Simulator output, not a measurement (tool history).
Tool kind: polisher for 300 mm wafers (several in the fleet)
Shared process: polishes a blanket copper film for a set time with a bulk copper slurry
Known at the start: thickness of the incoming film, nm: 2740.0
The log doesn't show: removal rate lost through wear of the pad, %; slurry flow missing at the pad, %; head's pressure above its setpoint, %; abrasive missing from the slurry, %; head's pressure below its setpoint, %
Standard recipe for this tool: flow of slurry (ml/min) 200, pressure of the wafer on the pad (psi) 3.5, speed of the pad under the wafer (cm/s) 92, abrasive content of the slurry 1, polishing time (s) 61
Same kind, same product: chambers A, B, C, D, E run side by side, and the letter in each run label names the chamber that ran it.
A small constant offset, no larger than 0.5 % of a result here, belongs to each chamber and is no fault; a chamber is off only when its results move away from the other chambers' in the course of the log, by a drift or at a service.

run   hour  flow of slurry (ml/min)  pressure of the wafer on the pad (psi)  speed of the pad under the wafer (cm/s)  abrasive content of the slurry  polishing time (s)  wafers polished on this pad  hours since the slurry nozzle was cleaned  hours since the head pressure was calibrated  hours since the slurry blender was calibrated  film removed (nm)
 1A    2.9                      200                                     3.5                                       92                               1                  61                          176                                      369.7                                        1351.4                                          104.2             657.57
 2C    7.6                      200                                     3.5                                       92                               1                  61                          958                                       52.7                                         457.4                                           14.9             654.47
 3B   10.4                      200                                     3.5                                       92                               1                  61                           91                                        222                                         146.7                                          243.4             670.04
 4E   13.3                      200                                     3.5                                       92                               1                  61                          423                                      205.2                                         298.5                                          211.8             679.28
 5D   16.6                      200                                     3.5                                       92                               1                  61                          984                                      804.3                                         935.7                                           59.2             673.46
 6D   19.6                      200                                     3.5                                       92                               1                  61                         1009                                      807.3                                         938.7                                           62.2             671.95
 7B   22.2                      200                                     3.5                                       92                               1                  61                          190                                      233.8                                         158.5                                          255.2             660.77
 8E   25.8                      200                                     3.5                                       92                               1                  69                          528                                      217.7                                           311                                          224.3             743.76
      27.2  -- chamber C: worn pad replaced by a new one
 9C   28.4                      200                                     3.5                                       92                               1                  69                           10                                       73.5                                         478.2                                           35.7             757.56
10A   32.9                      200                                     3.5                                       92                               1                  69                          426                                      399.7                                        1381.4                                          134.2             753.18
11A   37.4                      200                                     3.5                                       92                               1                  69                          464                                      404.2                                        1385.9                                          138.7             747.17
12B   39.9                      200                                     3.5                                       92                               1                  69                          338                                      251.5                                         176.2                                          272.9             758.67
13E   43.9                      200                                     3.5                                       92                               1                  61                          679                                      235.8                                         329.1                                          242.4             661.57
14D   46.6                      200                                     3.5                                       92                               1                  61                         1234                                      834.3                                         965.7                                           89.2             664.24
      49.8  -- chamber D: slurry nozzle cleaned
15C   50.8                      200                                     3.5                                       92                               1                  61                          197                                       95.9                                         500.6                                           58.1             674.69
      52.1  -- chamber D: worn pad replaced by a new one
      52.6  -- chamber A: worn pad replaced by a new one
16D   52.8                      200                                     3.5                                       92                               1                  61                            6                                          3                                         971.9                                           95.4              667.3
17E   57.1                      200                                     3.5                                       92                               1                  61                          789                                        249                                         342.3                                          255.6             658.74
18C   61.7                      200                                     3.5                                       92                               1                  46                          288                                      106.8                                         511.5                                             69             504.43
      63.4  -- chamber B: slurry blender recalibrated
19B   65.8                      200                                     3.5                                       92                               1                  46                          554                                      277.4                                         202.1                                            2.4             498.13
20A   67.8                      200                                     3.5                                       92                               1                  46                          127                                      434.6                                        1416.3                                          169.1             500.81
21D   69.9                      200                                     3.5                                       92                               1                  46                          149                                       20.1                                           989                                          112.5             505.92
22C   73.3                      200                                     3.5                                       92                               1                  46                          385                                      118.4                                         523.1                                           80.6              503.9
23E   75.8                      200                                     3.5                                       92                               1                  61                          945                                      267.7                                           361                                          274.3             649.84
24B   79.6                      200                                     3.5                                       92                               1                  61                          669                                      291.2                                         215.9                                           16.2             669.47
      82.2  -- chamber B: worn pad replaced by a new one
25A   82.7                      200                                     3.5                                       92                               1                  61                          251                                      449.5                                        1431.2                                            184             657.45
26A   85.5                      200                                     3.5                                       92                               1                  61                          275                                      452.3                                          1434                                          186.8             660.51
27E   88.2                      200                                     3.5                                       92                               1                  61                         1049                                      280.1                                         373.4                                          286.7             649.48
28C   92.9                      200                                     3.5                                       92                               1                  61                          548                                        138                                         542.7                                          100.2              668.1
      96.7  -- chamber A: head pressure recalibrated
29B   97.4                      200                                     3.5                                       92                               1                  61                          127                                        309                                         233.7                                             34             670.43
30D  100.8                      200                                     3.5                                       92                               1                  61                          407                                         51                                        1019.9                                          143.4             665.39
31A  102.9                      200                                     3.5                                       92                               1                  61                          420                                      469.7                                           6.3                                          204.2             670.14
32C  105.7                      200                                     3.5                                       92                               1                  61                          655                                      150.8                                         555.5                                            113              670.9
33D  110.2                      200                                     3.5                                       92                               1                  61                          485                                       60.4                                        1029.3                                          152.8             663.36
34B  112.6                      200                                     3.5                                       92                               1                  61                          254                                      324.2                                         248.9                                           49.2             679.62
35E  116.3                      200                                     3.5                                       92                               1                  61                         1283                                      308.2                                         401.5                                          314.8              643.1
36D  119.5                      200                                     3.5                                       92                               1                  61                          563                                       69.7                                        1038.6                                          162.1             658.74
37A    122                      200                                     3.5                                       92                               1                  61                          579                                      488.8                                          25.4                                          223.3             659.81

Read the log: is a single chamber off, either drifting away or since a service, is the gauge that measures every chamber drifting, or is nothing wrong beyond small per-chamber offsets? Name any odd chamber and what most likely caused it.

One chamber, E, drifts off from the rest bit by bit.
What lies behind it: removal rate lost through wear of the pad, % = 5.04.
It could be hard to tell apart here from: slurry flow missing at the pad, %; head's pressure below its setpoint, %; abrasive missing from the slurry, %.

Below are 4 candidate recipes for chamber E's next run, each the usual settings with a change, their results shown as question marks. Which of them brings E's results back in line with what the other chambers give on the usual settings?
Allowed miss from the other chambers' usual-settings mean, per result, to count as in line: film removed (nm) 21
38E-1  125.4                      200                                     3.5                                       90                               1                  60                                                                                                                                                                                       ?
38E-2  125.4                      200                                     3.4                                       88                               1                  59                                                                                                                                                                                       ?
38E-3  125.4                      200                                     3.9                                       92                               1                  61                                                                                                                                                                                       ?
38E-4  125.4                      200                                     3.7                                       92                               1                  61                                                                                                                                                                                       ?

Average result of the remaining chambers running the usual settings: film removed (nm) 667.76
  run  film removed (nm)
38E-1             609.52
38E-2             569.28
38E-3             705.31
38E-4             669.49
Change 38E-4 lands the chamber within the allowed miss of the other chambers.

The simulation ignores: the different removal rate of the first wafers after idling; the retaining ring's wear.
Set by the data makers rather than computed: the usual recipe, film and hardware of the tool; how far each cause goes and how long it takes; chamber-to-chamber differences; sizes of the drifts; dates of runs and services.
